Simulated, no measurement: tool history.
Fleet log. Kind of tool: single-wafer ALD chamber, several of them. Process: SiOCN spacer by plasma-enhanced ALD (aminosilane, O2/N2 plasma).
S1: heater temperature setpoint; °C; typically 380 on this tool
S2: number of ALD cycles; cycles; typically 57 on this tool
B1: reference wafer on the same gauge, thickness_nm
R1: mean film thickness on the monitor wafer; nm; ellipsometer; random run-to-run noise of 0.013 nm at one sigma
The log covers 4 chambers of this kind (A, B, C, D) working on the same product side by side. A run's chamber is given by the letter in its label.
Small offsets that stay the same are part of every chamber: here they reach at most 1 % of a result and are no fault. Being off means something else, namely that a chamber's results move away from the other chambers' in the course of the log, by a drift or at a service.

-- hour=2.2 chamber A: thermocouple changed; heater temperature recalibrated
run 1A hour=3.6 | S1=380 S2=57 | B1=3.18 | R1=3.4269
run 2C hour=7.8 | S1=380 S2=57 | B1=3.1805 | R1=3.4597
run 3B hour=11.3 | S1=380 S2=57 | B1=3.1785 | R1=3.4583
run 4D hour=15.6 | S1=380 S2=57 | B1=3.1805 | R1=3.4348
run 5D hour=19.7 | S1=380 S2=57 | B1=3.1778 | R1=3.3981
run 6B hour=24.4 | S1=380 S2=57 | B1=3.1792 | R1=3.4503
run 7C hour=29 | S1=380 S2=57 | B1=3.1781 | R1=3.4512
run 8A hour=32 | S1=385 S2=57 | B1=3.1792 | R1=3.4187
run 9C hour=36.6 | S1=385 S2=57 | B1=3.1801 | R1=3.4731
run 10D hour=41.3 | S1=385 S2=57 | B1=3.1805 | R1=3.4093
run 11B hour=45.7 | S1=385 S2=57 | B1=3.1814 | R1=3.4668
run 12A hour=50.1 | S1=380 S2=57 | B1=3.1785 | R1=3.4276
run 13D hour=53.7 | S1=380 S2=57 | B1=3.1796 | R1=3.4169
run 14B hour=57.2 | S1=367 S2=57 | B1=3.1826 | R1=3.4679
run 15C hour=59.6 | S1=367 S2=57 | B1=3.1834 | R1=3.4416
run 16A hour=62.5 | S1=367 S2=57 | B1=3.1838 | R1=3.4315
run 17B hour=65.7 | S1=367 S2=57 | B1=3.1789 | R1=3.4841
run 18D hour=70.3 | S1=380 S2=57 | B1=3.1788 | R1=3.4096
run 19C hour=74 | S1=380 S2=57 | B1=3.1786 | R1=3.4576
run 20A hour=79.2 | S1=380 S2=57 | B1=3.1827 | R1=3.4428
run 21B hour=83.9 | S1=380 S2=61 | B1=3.1793 | R1=3.7042
run 22A hour=86.4 | S1=380 S2=61 | B1=3.1773 | R1=3.6625
run 23D hour=90.9 | S1=380 S2=61 | B1=3.1771 | R1=3.6505
run 24C hour=95.1 | S1=380 S2=61 | B1=3.1787 | R1=3.7241
run 25D hour=99.3 | S1=380 S2=57 | B1=3.1782 | R1=3.4132

Next, every chamber runs the same settings. What will each give?
run 26A hour=103.1 | S1=380 S2=63 | R1=?
run 26B hour=103.1 | S1=380 S2=63 | R1=?
run 26C hour=103.1 | S1=380 S2=63 | R1=?
run 26D hour=103.1 | S1=380 S2=63 | R1=?

run=26A R1=3.7797
run=26B R1=3.8336
run=26C R1=3.8238
run=26D R1=3.7448
